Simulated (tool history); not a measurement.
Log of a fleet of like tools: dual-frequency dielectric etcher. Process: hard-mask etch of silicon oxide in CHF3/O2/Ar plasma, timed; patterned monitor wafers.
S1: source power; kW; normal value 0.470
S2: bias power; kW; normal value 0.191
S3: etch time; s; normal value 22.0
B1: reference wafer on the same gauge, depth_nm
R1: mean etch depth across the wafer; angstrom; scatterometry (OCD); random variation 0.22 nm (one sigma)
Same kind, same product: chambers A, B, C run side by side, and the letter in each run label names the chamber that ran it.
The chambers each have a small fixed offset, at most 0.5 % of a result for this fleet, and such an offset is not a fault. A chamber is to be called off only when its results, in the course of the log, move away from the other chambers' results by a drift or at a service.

run	day	S1	S2	S3	B1	R1
1B	0.379	0.470	0.191	22.0	44.856	404.37
2A	0.846	0.470	0.191	22.0	44.829	402.37
3C	1.167	0.470	0.191	22.0	44.828	405.54
4C	1.638	0.470	0.191	22.0	44.833	404.69
# day 1.650: chamber A: wet clean of the chamber
5A	2.129	0.470	0.191	22.0	44.809	402.56
6B	2.733	0.470	0.191	22.0	44.796	407.41
7B	3.379	0.470	0.191	22.0	44.720	406.21
8A	3.758	0.470	0.191	22.0	44.812	405.93
9C	4.079	0.470	0.191	22.0	44.785	405.59
# day 4.212: chamber B: wet clean of the chamber
10A	4.392	0.470	0.191	22.0	44.880	402.81
11B	4.796	0.470	0.191	22.0	44.788	401.14
12C	5.338	0.470	0.191	22.0	44.743	405.89
13C	5.829	0.470	0.191	22.0	44.850	406.29
14B	6.388	0.470	0.191	22.0	44.793	406.47
15A	6.758	0.470	0.191	22.0	44.790	403.47
16B	7.133	0.470	0.191	22.0	44.721	402.29
17C	7.608	0.420	0.191	22.0	44.834	388.81
18A	8.050	0.420	0.191	22.0	44.784	386.72
19C	8.346	0.420	0.191	22.0	44.784	388.35
20B	8.762	0.470	0.168	17.5	44.796	311.09
# day 9.025: chamber C: wet clean of the chamber
21A	9.271	0.470	0.168	17.5	44.833	307.27
22A	9.550	0.470	0.168	17.5	44.778	303.39
23C	10.017	0.470	0.191	22.0	44.834	405.37
24B	10.554	0.470	0.191	22.0	44.804	405.28
25A	11.129	0.470	0.191	22.0	44.846	402.79
26C	11.588	0.470	0.191	22.0	44.861	405.88
27B	12.029	0.560	0.191	22.0	44.769	433.03
28C	12.608	0.560	0.191	22.0	44.866	431.53
29B	13.146	0.560	0.191	22.0	44.782	433.48
30A	13.675	0.470	0.191	22.0	44.777	403.28
31B	14.021	0.470	0.191	22.0	44.839	403.76
32A	14.400	0.470	0.191	22.0	44.806	402.95
33C	14.746	0.470	0.191	22.0	44.797	406.33
34A	15.388	0.470	0.191	22.0	44.769	403.34
35C	15.925	0.470	0.191	22.0	44.787	402.54
36B	16.546	0.470	0.191	22.0	44.793	408.96

Each of the 3 chambers runs these same settings next. Fill in every chamber's results:
37A	17.008	0.470	0.191	22.0		?
37B	17.008	0.470	0.191	22.0		?
37C	17.008	0.470	0.191	22.0		?

run	R1
37A	403.43
37B	402.43
37C	405.61
